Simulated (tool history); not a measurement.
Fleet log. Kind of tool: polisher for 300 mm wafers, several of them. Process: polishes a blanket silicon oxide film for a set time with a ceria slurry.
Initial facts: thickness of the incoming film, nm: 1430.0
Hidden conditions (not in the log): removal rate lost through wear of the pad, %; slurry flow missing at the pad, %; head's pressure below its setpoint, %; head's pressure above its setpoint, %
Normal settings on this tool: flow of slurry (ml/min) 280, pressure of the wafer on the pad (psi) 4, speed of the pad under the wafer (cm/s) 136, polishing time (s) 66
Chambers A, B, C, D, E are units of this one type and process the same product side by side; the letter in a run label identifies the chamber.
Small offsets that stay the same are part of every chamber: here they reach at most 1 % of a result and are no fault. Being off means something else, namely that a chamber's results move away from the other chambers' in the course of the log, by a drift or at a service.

run,hour,flow of slurry (ml/min),pressure of the wafer on the pad (psi),speed of the pad under the wafer (cm/s),polishing time (s),wafers polished on this pad,hours since the slurry nozzle was cleaned,hours since the head pressure was calibrated,film removed (nm)
# hour 3.8: chamber D: worn pad replaced by a new one
# hour 4.3: chamber E: worn pad replaced by a new one
1D,7.5,280,4,136,66,50,108.8,341.2,492.22
# hour 9.5: chamber B: worn pad replaced by a new one
2E,14.5,280,4,136,66,139,561,737.9,498.01
# hour 16.3: chamber A: worn pad replaced by a new one
3B,24.1,280,4,136,66,198,542.1,379.2,487.95
4A,33.6,280,4,136,66,236,487.6,179.7,497.55
5C,37.9,280,4,136,66,540,119.4,328.8,488.04
6E,43.6,280,4,136,66,535,590.1,767,490.92
7A,50.9,280,4,136,66,471,504.9,197,495.18
8C,59.6,280,4,136,78,835,141.1,350.5,571.41
9D,66.2,280,4,136,78,848,167.5,399.9,583.49
# hour 69.4: chamber B: worn pad replaced by a new one
# hour 69.9: chamber E: worn pad replaced by a new one
10B,71.2,280,4,136,78,24,589.2,426.3,574.21
# hour 75.1: chamber D: worn pad replaced by a new one
# hour 76.1: chamber A: worn pad replaced by a new one
11C,76.2,280,4,136,78,1061,157.7,367.1,576.4
# hour 81.8: chamber C: worn pad replaced by a new one
12E,84.8,280,4,136,78,203,631.3,808.2,590.3
13D,92.2,280,4,136,66,233,193.5,425.9,494.64
14A,97.9,280,4,136,66,297,551.9,244,498.47
# hour 99.7: chamber A: slurry nozzle cleaned
15B,105.1,280,4,136,66,485,623.1,460.2,485.82
16A,110.4,280,4,136,66,467,10.7,256.5,495.69
17B,119.2,280,4,136,66,677,637.2,474.3,495.77
# hour 121.1: chamber A: head pressure recalibrated
# hour 126.3: chamber B: slurry nozzle cleaned
18C,126.9,280,4,136,66,614,208.4,417.8,482.76
19D,132.9,280,4,136,66,786,234.2,466.6,492.81
# hour 136: chamber D: worn pad replaced by a new one
# hour 138.9: chamber E: worn pad replaced by a new one
# hour 140.2: chamber B: worn pad replaced by a new one
20E,140.7,280,4,136,66,24,687.2,864.1,492.3
# hour 143.8: chamber A: worn pad replaced by a new one
21C,146.3,280,4,136,66,877,227.8,437.2,481.47
22E,151.5,185,4,136,76,171,698,874.9,538.53
23A,157.5,185,4,136,76,187,57.8,36.4,506.21
24D,167.3,185,4,136,76,426,268.6,501,537.64
# hour 170.6: chamber E: slurry nozzle cleaned
25B,174,185,4,136,76,460,47.7,529.1,541.39
26D,183.8,185,4,136,76,650,285.1,517.5,539.7
# hour 184.3: chamber C: worn pad replaced by a new one
27C,193.3,280,4,136,66,122,274.8,484.2,483.59
28E,197.7,280,4,136,66,799,27.1,921.1,487.32
# hour 198.5: chamber B: worn pad replaced by a new one
# hour 202.6: chamber A: worn pad replaced by a new one
# hour 204.5: chamber D: worn pad replaced by a new one
29A,207,280,4,136,66,60,107.3,85.9,460.18
30B,216.1,280,4,136,66,240,89.8,571.2,489.23
# hour 216.3: chamber E: worn pad replaced by a new one
31D,223.3,280,3.4,136,76,255,324.6,557,489.86
32E,229,280,3.4,136,76,173,58.4,952.4,483.59
33C,234.9,280,3.4,136,76,688,316.4,525.8,483.57
34B,241.9,280,3.4,136,76,591,115.6,597,478.5
35A,250.7,280,3.4,136,76,655,151,129.6,447.84
# hour 253: chamber B: worn pad replaced by a new one
36B,260.2,280,4,136,66,98,133.9,615.3,489.74
# hour 260.6: chamber D: worn pad replaced by a new one
37D,265.1,280,4,136,66,61,366.4,598.8,493.33
# hour 265.4: chamber A: worn pad replaced by a new one
38C,273.2,280,4,136,66,1209,354.7,564.1,487.5
39E,278.4,280,4,136,66,845,107.8,1001.8,488.23
40A,285.2,280,3.4,136,66,270,185.5,164.1,393.4
# hour 289.7: chamber C: worn pad replaced by a new one
# hour 289.8: chamber E: worn pad replaced by a new one
41E,290.5,280,3.4,136,66,10,119.9,1013.9,419.98
42B,300.3,280,3.4,136,66,643,174,655.4,415.63
43C,307.8,280,3.4,136,66,246,389.3,598.7,413.01
44A,316.8,280,3.4,136,66,700,217.1,195.7,388.95

Each of the 5 chambers runs these same settings next. Fill in every chamber's results:
45A,323.9,230,4,136,66,,,,?
45B,323.9,230,4,136,66,,,,?
45C,323.9,230,4,136,66,,,,?
45D,323.9,230,4,136,66,,,,?
45E,323.9,230,4,136,66,,,,?

run,film removed (nm)
45A,446.4
45B,482.29
45C,476.99
45D,490.9
45E,482.21
